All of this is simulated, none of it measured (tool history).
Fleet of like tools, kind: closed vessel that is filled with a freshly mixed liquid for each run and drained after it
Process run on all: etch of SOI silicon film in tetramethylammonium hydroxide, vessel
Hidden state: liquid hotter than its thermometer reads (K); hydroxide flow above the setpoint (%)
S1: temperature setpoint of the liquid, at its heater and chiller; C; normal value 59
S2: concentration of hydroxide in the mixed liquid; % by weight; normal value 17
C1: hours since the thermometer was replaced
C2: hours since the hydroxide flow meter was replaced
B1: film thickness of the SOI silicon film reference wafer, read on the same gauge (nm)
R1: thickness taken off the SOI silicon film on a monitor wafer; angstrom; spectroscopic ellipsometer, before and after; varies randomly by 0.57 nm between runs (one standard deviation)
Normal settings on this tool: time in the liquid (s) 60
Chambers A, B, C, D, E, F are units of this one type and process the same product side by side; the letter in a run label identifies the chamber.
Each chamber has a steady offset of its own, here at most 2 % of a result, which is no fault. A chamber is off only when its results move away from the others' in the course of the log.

run 1A hour=3.7 | S1=59 S2=17 time_in_the_liquid_(s)=60 | C1=1301.7 C2=233.1 | B1=39.971 | R1=1785.6
run 2E hour=9.2 | S1=59 S2=17 time_in_the_liquid_(s)=60 | C1=2296.7 C2=69.6 | B1=40.024 | R1=1811.1
run 3D hour=14.1 | S1=59 S2=17 time_in_the_liquid_(s)=60 | C1=578.5 C2=984 | B1=40.008 | R1=1793.9
run 4C hour=18.7 | S1=59 S2=17 time_in_the_liquid_(s)=60 | C1=1499.6 C2=334 | B1=39.992 | R1=1755.3
run 5B hour=24.5 | S1=59 S2=17 time_in_the_liquid_(s)=60 | C1=1756.2 C2=1790.7 | B1=39.989 | R1=1782.3
run 6F hour=29.9 | S1=59 S2=17 time_in_the_liquid_(s)=60 | C1=1208.5 C2=1146.2 | B1=39.995 | R1=1761.5
run 7D hour=35.3 | S1=59 S2=17 time_in_the_liquid_(s)=60 | C1=599.7 C2=1005.2 | B1=40.003 | R1=1798.4
-- hour=36.3 chamber B: hydroxide flow meter replaced
run 8F hour=41 | S1=59 S2=17 time_in_the_liquid_(s)=60 | C1=1219.6 C2=1157.3 | B1=40.053 | R1=1768.1
run 9E hour=47.4 | S1=59 S2=17 time_in_the_liquid_(s)=60 | C1=2334.9 C2=107.8 | B1=39.981 | R1=1823.4
run 10C hour=54.1 | S1=59 S2=17 time_in_the_liquid_(s)=60 | C1=1535 C2=369.4 | B1=39.97 | R1=1757.2
run 11A hour=57.9 | S1=59 S2=17 time_in_the_liquid_(s)=60 | C1=1355.9 C2=287.3 | B1=40 | R1=1778.9
run 12B hour=61.3 | S1=59 S2=17 time_in_the_liquid_(s)=60 | C1=1793 C2=25.1 | B1=39.958 | R1=1787.3
run 13C hour=67.9 | S1=59 S2=17 time_in_the_liquid_(s)=60 | C1=1548.8 C2=383.2 | B1=40 | R1=1749.1
run 14A hour=72 | S1=59 S2=17 time_in_the_liquid_(s)=60 | C1=1370 C2=301.4 | B1=40 | R1=1766.5
run 15F hour=78 | S1=59 S2=17 time_in_the_liquid_(s)=60 | C1=1256.6 C2=1194.3 | B1=40.026 | R1=1755.3
run 16B hour=83.1 | S1=59 S2=17 time_in_the_liquid_(s)=60 | C1=1814.8 C2=46.9 | B1=40.044 | R1=1779.5
run 17D hour=87.1 | S1=56 S2=17 time_in_the_liquid_(s)=60 | C1=651.5 C2=1057 | B1=40.015 | R1=1477.1
run 18E hour=92.1 | S1=56 S2=17 time_in_the_liquid_(s)=60 | C1=2379.6 C2=152.5 | B1=40.016 | R1=1492.7
run 19B hour=96.9 | S1=56 S2=17 time_in_the_liquid_(s)=60 | C1=1828.6 C2=60.7 | B1=40.011 | R1=1467
run 20E hour=101 | S1=56 S2=17 time_in_the_liquid_(s)=60 | C1=2388.5 C2=161.4 | B1=40.009 | R1=1496.7
run 21C hour=104.1 | S1=56 S2=17 time_in_the_liquid_(s)=60 | C1=1585 C2=419.4 | B1=39.961 | R1=1460.6
run 22A hour=110.4 | S1=56 S2=17 time_in_the_liquid_(s)=60 | C1=1408.4 C2=339.8 | B1=39.986 | R1=1468.1
run 23F hour=113.8 | S1=59 S2=17 time_in_the_liquid_(s)=60 | C1=1292.4 C2=1230.1 | B1=39.97 | R1=1765
run 24D hour=118.6 | S1=59 S2=17 time_in_the_liquid_(s)=60 | C1=683 C2=1088.5 | B1=40.01 | R1=1790.4
run 25C hour=125 | S1=59 S2=17 time_in_the_liquid_(s)=60 | C1=1605.9 C2=440.3 | B1=40.016 | R1=1751.9
run 26A hour=129.7 | S1=59 S2=17 time_in_the_liquid_(s)=60 | C1=1427.7 C2=359.1 | B1=40.019 | R1=1774.9
run 27F hour=135.5 | S1=59 S2=17 time_in_the_liquid_(s)=60 | C1=1314.1 C2=1251.8 | B1=39.953 | R1=1766.1
run 28E hour=139.1 | S1=59 S2=17 time_in_the_liquid_(s)=60 | C1=2426.6 C2=199.5 | B1=40.014 | R1=1816.2
run 29B hour=143.7 | S1=59 S2=17 time_in_the_liquid_(s)=60 | C1=1875.4 C2=107.5 | B1=39.975 | R1=1774.7
run 30D hour=148.8 | S1=59 S2=17 time_in_the_liquid_(s)=60 | C1=713.2 C2=1118.7 | B1=39.96 | R1=1795.3
run 31E hour=151.7 | S1=59 S2=17 time_in_the_liquid_(s)=60 | C1=2439.2 C2=212.1 | B1=39.993 | R1=1816.1
run 32F hour=158.2 | S1=59 S2=17 time_in_the_liquid_(s)=60 | C1=1336.8 C2=1274.5 | B1=40.032 | R1=1756.8
run 33A hour=164.8 | S1=54.5 S2=12.5 time_in_the_liquid_(s)=60 | C1=1462.8 C2=394.2 | B1=39.991 | R1=1524.5
run 34B hour=168.7 | S1=54.5 S2=12.5 time_in_the_liquid_(s)=60 | C1=1900.4 C2=132.5 | B1=39.982 | R1=1515.9
run 35D hour=175.2 | S1=54.5 S2=12.5 time_in_the_liquid_(s)=60 | C1=739.6 C2=1145.1 | B1=39.953 | R1=1544.3
run 36C hour=180.7 | S1=54.5 S2=12.5 time_in_the_liquid_(s)=60 | C1=1661.6 C2=496 | B1=39.968 | R1=1504.9

Which is it: a chamber that has drifted or been left off by a service, a gauge drift common to all chambers, or only each chamber's usual small offset? If a chamber is off, name it and its likeliest cause.

Neither any chamber nor the gauge drifts; the chambers differ only by their own small, steady offsets.

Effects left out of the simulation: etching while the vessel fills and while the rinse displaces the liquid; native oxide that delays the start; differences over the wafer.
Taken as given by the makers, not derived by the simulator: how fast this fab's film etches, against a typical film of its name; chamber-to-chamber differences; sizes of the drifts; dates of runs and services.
